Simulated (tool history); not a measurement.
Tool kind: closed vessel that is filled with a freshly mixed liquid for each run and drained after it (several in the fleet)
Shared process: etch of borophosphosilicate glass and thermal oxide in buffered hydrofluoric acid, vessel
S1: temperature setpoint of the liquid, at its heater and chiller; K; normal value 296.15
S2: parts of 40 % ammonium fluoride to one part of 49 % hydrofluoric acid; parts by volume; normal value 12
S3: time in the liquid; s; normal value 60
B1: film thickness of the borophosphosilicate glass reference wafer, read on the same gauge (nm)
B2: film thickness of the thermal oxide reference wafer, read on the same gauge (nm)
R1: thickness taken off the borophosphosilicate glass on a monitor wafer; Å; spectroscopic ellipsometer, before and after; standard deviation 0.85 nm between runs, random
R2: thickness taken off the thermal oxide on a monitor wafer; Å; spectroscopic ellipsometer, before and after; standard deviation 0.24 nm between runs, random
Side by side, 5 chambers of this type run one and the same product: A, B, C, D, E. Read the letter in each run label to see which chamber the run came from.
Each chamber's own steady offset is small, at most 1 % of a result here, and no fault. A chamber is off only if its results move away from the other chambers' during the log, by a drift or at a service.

| run | day | S1 | S2 | S3 | B1 | B2 | R1 | R2 |
|---|---|---|---|---|---|---|---|---|
| 1C | 0.104 | 296.15 | 12 | 60 | 80.009 | 80.003 | 1521.3 | 545.42 |
| 2A | 0.271 | 296.15 | 12 | 60 | 79.99 | 79.976 | 1527 | 536.41 |
| 3E | 0.371 | 296.15 | 12 | 60 | 80.024 | 80.002 | 1521.6 | 544.42 |
| 4D | 0.508 | 296.15 | 12 | 60 | 80.002 | 79.992 | 1531 | 538.45 |
| 5B | 0.717 | 296.15 | 12 | 60 | 79.991 | 79.993 | 1506.5 | 540.17 |
| 6A | 0.892 | 296.15 | 12 | 60 | 79.96 | 79.978 | 1533.1 | 539.33 |
| 7E | 1.008 | 296.15 | 12 | 60 | 80.013 | 79.992 | 1518.8 | 540.47 |
| 8D | 1.108 | 296.15 | 12 | 60 | 79.993 | 79.997 | 1515.1 | 541.47 |
| 9C | 1.275 | 296.15 | 12 | 60 | 79.982 | 80.001 | 1523.1 | 540.2 |
| 10B | 1.404 | 298.65 | 12 | 60 | 80.006 | 80.004 | 1719.1 | 614.76 |
| 11D | 1.562 | 298.65 | 12 | 60 | 79.973 | 80.005 | 1754.3 | 622.76 |
| 12B | 1.779 | 298.65 | 12 | 60 | 80.021 | 79.974 | 1715.9 | 609.81 |
| 13A | 1.904 | 298.65 | 12 | 60 | 79.966 | 79.985 | 1753.6 | 619.85 |
| 14C | 2.079 | 298.65 | 12 | 60 | 80.024 | 79.979 | 1718.2 | 622.21 |
| 15E | 2.296 | 296.15 | 15.5 | 60 | 80.035 | 80.036 | 1175.4 | 423.1 |
| 16C | 2.4 | 296.15 | 15.5 | 60 | 80.007 | 80 | 1168.2 | 420.05 |
| 17A | 2.525 | 296.15 | 15.5 | 60 | 79.966 | 80.014 | 1177.2 | 417.07 |
| 18B | 2.662 | 296.15 | 15.5 | 60 | 80.039 | 79.976 | 1158 | 416.99 |
| 19D | 2.817 | 296.15 | 15.5 | 60 | 79.994 | 79.99 | 1190.5 | 418.97 |
| 20E | 2.954 | 296.15 | 12 | 60 | 79.998 | 80.008 | 1495.4 | 544.39 |
| 21D | 3.158 | 296.15 | 12 | 60 | 79.997 | 79.992 | 1519.7 | 544.34 |
| 22B | 3.271 | 296.15 | 12 | 60 | 79.979 | 80.014 | 1503.7 | 531.12 |
| 23E | 3.371 | 296.15 | 12 | 60 | 80.042 | 79.995 | 1511.4 | 541.83 |
| 24A | 3.517 | 296.15 | 12 | 60 | 80.028 | 79.939 | 1510.9 | 540.8 |
| 25C | 3.662 | 296.15 | 12 | 60 | 79.988 | 80.005 | 1503.8 | 544.2 |
| 26A | 3.871 | 296.15 | 12 | 60 | 80.032 | 80.036 | 1522.6 | 537.14 |
| 27D | 3.983 | 296.15 | 12 | 60 | 79.968 | 80.004 | 1535.3 | 546.79 |
| 28B | 4.196 | 296.15 | 12 | 60 | 79.971 | 80.01 | 1514.7 | 536 |
| 29E | 4.358 | 296.15 | 12 | 60 | 80 | 79.988 | 1492.4 | 542.95 |
| 30C | 4.529 | 296.15 | 12 | 60 | 80.051 | 79.978 | 1514.2 | 544.81 |
| 31B | 4.733 | 296.15 | 12 | 60 | 79.981 | 80.029 | 1517.1 | 542.39 |
| 32D | 4.888 | 296.15 | 12 | 60 | 79.979 | 79.978 | 1535.7 | 543.38 |
| 33C | 5.088 | 296.15 | 12 | 60 | 80.021 | 80.027 | 1514.5 | 544.32 |
| 34E | 5.188 | 296.15 | 12 | 60 | 80.009 | 80.05 | 1507.9 | 543.53 |
| 35A | 5.404 | 296.15 | 12 | 60 | 79.998 | 79.988 | 1535 | 538.27 |
| 36B | 5.55 | 296.15 | 12 | 60 | 80.039 | 79.983 | 1510.2 | 535.57 |
| 37A | 5.65 | 296.15 | 12 | 60 | 80.019 | 80.013 | 1522.9 | 539.07 |
| 38E | 5.762 | 296.15 | 12 | 60 | 79.987 | 80.009 | 1518.1 | 541.96 |
| 39D | 5.896 | 296.15 | 12 | 60 | 80.047 | 79.994 | 1517.5 | 541.07 |
| 40C | 6.071 | 296.15 | 12 | 60 | 80.01 | 79.995 | 1522.1 | 538.7 |
| 41C | 6.292 | 296.15 | 12 | 60 | 80.026 | 79.987 | 1503.9 | 541.21 |
| 42A | 6.396 | 296.15 | 12 | 60 | 80.031 | 79.979 | 1506.7 | 537.92 |
| 43E | 6.546 | 296.15 | 12 | 60 | 80.015 | 79.982 | 1521.4 | 540.95 |
| 44B | 6.762 | 296.15 | 12 | 60 | 80.005 | 79.984 | 1510.9 | 536.01 |

Is one chamber out of step, is the gauge drifting, or do the chambers differ by no more than their own small offsets? For an off chamber, give its letter and the likeliest cause.

Neither any chamber nor the gauge drifts; the chambers differ only by their own small, steady offsets.

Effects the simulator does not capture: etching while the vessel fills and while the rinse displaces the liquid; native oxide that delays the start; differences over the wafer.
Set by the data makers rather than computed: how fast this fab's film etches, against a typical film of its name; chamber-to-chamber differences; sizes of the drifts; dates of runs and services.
